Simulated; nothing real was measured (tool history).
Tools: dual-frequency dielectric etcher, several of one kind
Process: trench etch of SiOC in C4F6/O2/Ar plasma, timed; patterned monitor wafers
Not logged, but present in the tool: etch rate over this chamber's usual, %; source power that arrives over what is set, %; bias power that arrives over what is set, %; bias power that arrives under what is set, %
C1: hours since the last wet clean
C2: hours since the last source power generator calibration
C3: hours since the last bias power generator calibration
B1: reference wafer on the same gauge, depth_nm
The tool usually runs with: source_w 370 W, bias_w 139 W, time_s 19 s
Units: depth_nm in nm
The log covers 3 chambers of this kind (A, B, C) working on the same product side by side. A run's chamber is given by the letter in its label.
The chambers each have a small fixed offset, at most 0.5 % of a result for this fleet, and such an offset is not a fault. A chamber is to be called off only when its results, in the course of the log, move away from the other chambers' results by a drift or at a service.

run 1C day=0.592 | source_w=370 bias_w=139 time_s=19 | C1=289.7 C2=1133.1 C3=2262.7 | B1=40.203 | depth_nm=35.329
run 2A day=1.029 | source_w=370 bias_w=139 time_s=19 | C1=68 C2=811 C3=2230 | B1=40.186 | depth_nm=35.531
run 3B day=1.396 | source_w=370 bias_w=139 time_s=19 | C1=52.7 C2=1698.1 C3=1797.4 | B1=40.245 | depth_nm=35.27
run 4C day=1.746 | source_w=370 bias_w=139 time_s=19 | C1=317.4 C2=1160.8 C3=2290.4 | B1=40.194 | depth_nm=35.441
run 5B day=2.104 | source_w=370 bias_w=139 time_s=19 | C1=69.7 C2=1715.1 C3=1814.4 | B1=40.14 | depth_nm=35.205
run 6A day=2.529 | source_w=370 bias_w=152 time_s=15.5 | C1=104 C2=847 C3=2266 | B1=40.239 | depth_nm=29.785
run 7C day=3.025 | source_w=370 bias_w=152 time_s=15.5 | C1=348.1 C2=1191.5 C3=2321.1 | B1=40.173 | depth_nm=29.375
run 8B day=3.592 | source_w=370 bias_w=152 time_s=15.5 | C1=105.4 C2=1750.8 C3=1850.1 | B1=40.143 | depth_nm=29.641
run 9A day=3.954 | source_w=370 bias_w=139 time_s=19 | C1=138.2 C2=881.2 C3=2300.2 | B1=40.155 | depth_nm=35.401
run 10B day=4.471 | source_w=370 bias_w=139 time_s=19 | C1=126.5 C2=1771.9 C3=1871.2 | B1=40.177 | depth_nm=35.404
run 11A day=4.779 | source_w=370 bias_w=152 time_s=19 | C1=158 C2=901 C3=2320 | B1=40.243 | depth_nm=37.041
run 12C day=5.179 | source_w=370 bias_w=152 time_s=19 | C1=399.8 C2=1243.2 C3=2372.8 | B1=40.227 | depth_nm=36.493
run 13B day=5.458 | source_w=370 bias_w=152 time_s=19 | C1=150.2 C2=1795.6 C3=1894.9 | B1=40.207 | depth_nm=36.199
run 14C day=5.846 | source_w=370 bias_w=139 time_s=19 | C1=415.8 C2=1259.2 C3=2388.8 | B1=40.172 | depth_nm=35.355
run 15A day=6.408 | source_w=370 bias_w=139 time_s=19 | C1=197.1 C2=940.1 C3=2359.1 | B1=40.24 | depth_nm=35.702
run 16C day=6.854 | source_w=370 bias_w=108 time_s=19 | C1=440 C2=1283.4 C3=2413 | B1=40.148 | depth_nm=32.589
-- day=7.442 chamber B: source power generator calibrated
run 17B day=7.458 | source_w=370 bias_w=108 time_s=19 | C1=198.2 C2=0.4 C3=1942.9 | B1=40.259 | depth_nm=32.462
run 18A day=7.742 | source_w=370 bias_w=108 time_s=19 | C1=229.1 C2=972.1 C3=2391.1 | B1=40.191 | depth_nm=33.285
run 19A day=8.275 | source_w=370 bias_w=139 time_s=19 | C1=241.9 C2=984.9 C3=2403.9 | B1=40.182 | depth_nm=35.771
run 20B day=8.738 | source_w=370 bias_w=139 time_s=19 | C1=228.9 C2=31.1 C3=1973.6 | B1=40.22 | depth_nm=35.523
-- day=8.967 chamber C: wet clean of the chamber
run 21C day=9.017 | source_w=340 bias_w=121 time_s=19 | C1=1.2 C2=1335.3 C3=2464.9 | B1=40.219 | depth_nm=32.626
run 22C day=9.621 | source_w=340 bias_w=121 time_s=19 | C1=15.7 C2=1349.8 C3=2479.4 | B1=40.222 | depth_nm=33.029
run 23B day=10.025 | source_w=340 bias_w=121 time_s=19 | C1=259.8 C2=62 C3=2004.5 | B1=40.262 | depth_nm=32.905
run 24A day=10.396 | source_w=370 bias_w=139 time_s=19 | C1=292.8 C2=1035.8 C3=2454.8 | B1=40.298 | depth_nm=35.347
run 25A day=10.779 | source_w=370 bias_w=139 time_s=19 | C1=302 C2=1045 C3=2464 | B1=40.256 | depth_nm=35.698
run 26C day=11.312 | source_w=370 bias_w=139 time_s=15.5 | C1=56.3 C2=1390.4 C3=2520 | B1=40.212 | depth_nm=29.006
run 27B day=11.796 | source_w=370 bias_w=139 time_s=15.5 | C1=302.3 C2=104.5 C3=2047 | B1=40.236 | depth_nm=28.506
run 28B day=12.088 | source_w=370 bias_w=139 time_s=15.5 | C1=309.3 C2=111.5 C3=2054 | B1=40.219 | depth_nm=28.782
run 29A day=12.525 | source_w=370 bias_w=139 time_s=19 | C1=343.9 C2=1086.9 C3=2505.9 | B1=40.185 | depth_nm=35.322
run 30C day=12.817 | source_w=370 bias_w=139 time_s=19 | C1=92.4 C2=1426.5 C3=2556.1 | B1=40.26 | depth_nm=35.574
run 31C day=13.354 | source_w=370 bias_w=139 time_s=19 | C1=105.3 C2=1439.4 C3=2569 | B1=40.124 | depth_nm=35.179
run 32B day=13.942 | source_w=370 bias_w=139 time_s=19 | C1=353.8 C2=156 C3=2098.5 | B1=40.233 | depth_nm=35.169
run 33A day=14.25 | source_w=370 bias_w=139 time_s=19 | C1=385.3 C2=1128.3 C3=2547.3 | B1=40.176 | depth_nm=35.739
run 34C day=14.662 | source_w=370 bias_w=139 time_s=19 | C1=136.7 C2=1470.8 C3=2600.4 | B1=40.229 | depth_nm=35.58
run 35B day=15.154 | source_w=370 bias_w=139 time_s=19 | C1=382.9 C2=185.1 C3=2127.6 | B1=40.122 | depth_nm=35.409
run 36A day=15.675 | source_w=370 bias_w=139 time_s=19 | C1=419.5 C2=1162.5 C3=2581.5 | B1=40.225 | depth_nm=35.5

Predict what each chamber gives when all 3 of them run the settings below next.
run 37A day=16.108 | source_w=370 bias_w=139 time_s=19 | depth_nm=?
run 37B day=16.108 | source_w=370 bias_w=139 time_s=19 | depth_nm=?
run 37C day=16.108 | source_w=370 bias_w=139 time_s=19 | depth_nm=?

run=37A depth_nm=35.657
run=37B depth_nm=35.644
run=37C depth_nm=35.271
